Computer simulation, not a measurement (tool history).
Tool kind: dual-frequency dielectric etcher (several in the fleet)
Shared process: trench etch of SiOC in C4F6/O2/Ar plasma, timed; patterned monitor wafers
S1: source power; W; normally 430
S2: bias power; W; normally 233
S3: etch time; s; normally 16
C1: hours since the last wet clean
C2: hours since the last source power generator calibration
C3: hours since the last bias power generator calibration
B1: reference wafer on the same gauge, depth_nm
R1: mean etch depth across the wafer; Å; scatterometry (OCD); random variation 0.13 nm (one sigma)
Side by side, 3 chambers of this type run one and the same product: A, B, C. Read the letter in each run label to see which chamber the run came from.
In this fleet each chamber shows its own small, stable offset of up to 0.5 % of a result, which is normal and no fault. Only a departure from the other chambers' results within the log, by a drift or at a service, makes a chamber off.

Run 1A, day 0.246: usual settings; C1 500.5; C2 3835.8; C3 1417.9; B1 40.765. Result: R1 372.11 Å.
Run 2B, day 0.458: usual settings; C1 460.5; C2 229.1; C3 91.9; B1 40.833. Result: R1 374.57 Å.
At day 0.542: chamber A: source power generator calibrated.
Run 3C, day 0.733: usual settings; C1 174.3; C2 4270.7; C3 1441.2; B1 40.781. Result: R1 370.83 Å.
Run 4B, day 0.858: usual settings; C1 470.1; C2 238.7; C3 101.5; B1 40.824. Result: R1 371.72 Å.
Run 5C, day 0.992: usual settings; C1 180.5; C2 4276.9; C3 1447.4; B1 40.775. Result: R1 372.22 Å.
Run 6A, day 1.188: usual settings; C1 523.1; C2 15.6; C3 1440.5; B1 40.816. Result: R1 369.49 Å.
Run 7A, day 1.312: usual settings but S2 203 W; C1 526.1; C2 18.6; C3 1443.5; B1 40.741. Result: R1 352.59 Å.
Run 8B, day 1.562: usual settings but S2 203 W; C1 487; C2 255.6; C3 118.4; B1 40.815. Result: R1 356.67 Å.
Run 9C, day 1.779: usual settings but S2 203 W; C1 199.4; C2 4295.8; C3 1466.3; B1 40.768. Result: R1 361.39 Å.
Run 10A, day 1.988: usual settings; C1 542.3; C2 34.8; C3 1459.7; B1 40.796. Result: R1 367.61 Å.
Run 11B, day 2.138: usual settings; C1 500.8; C2 269.4; C3 132.2; B1 40.805. Result: R1 373.49 Å.
Run 12C, day 2.333: usual settings; C1 212.7; C2 4309.1; C3 1479.6; B1 40.793. Result: R1 377.18 Å.
Run 13A, day 2.558: usual settings but S1 340 W; C1 556; C2 48.5; C3 1473.4; B1 40.839. Result: R1 338.27 Å.
Run 14B, day 2.788: usual settings but S1 340 W; C1 516.4; C2 285; C3 147.8; B1 40.805. Result: R1 340.8 Å.
At day 2.979: chamber B: wet clean of the chamber.
Run 15C, day 3.021: usual settings but S1 340 W; C1 229.2; C2 4325.6; C3 1496.1; B1 40.839. Result: R1 347.07 Å.
Run 16C, day 3.217: usual settings; C1 233.9; C2 4330.3; C3 1500.8; B1 40.793. Result: R1 383.79 Å.
Run 17A, day 3.346: usual settings; C1 574.9; C2 67.4; C3 1492.3; B1 40.803. Result: R1 370.58 Å.
Run 18B, day 3.479: usual settings; C1 12.1; C2 301.6; C3 164.4; B1 40.81. Result: R1 373.88 Å.
Run 19B, day 3.683: usual settings; C1 17; C2 306.5; C3 169.3; B1 40.831. Result: R1 374.28 Å.
Run 20C, day 3.95: usual settings; C1 251.5; C2 4347.9; C3 1518.4; B1 40.783. Result: R1 386.44 Å.

All chambers now run identical settings, listed one chamber a line with results as question marks. What results will each chamber show?
Run 21A, day 4.15: usual settings. Result: R1 ?.
Run 21B, day 4.15: usual settings. Result: R1 ?.
Run 21C, day 4.15: usual settings. Result: R1 ?.

run      R1
21A  367.96
21B  373.85
21C  387.71
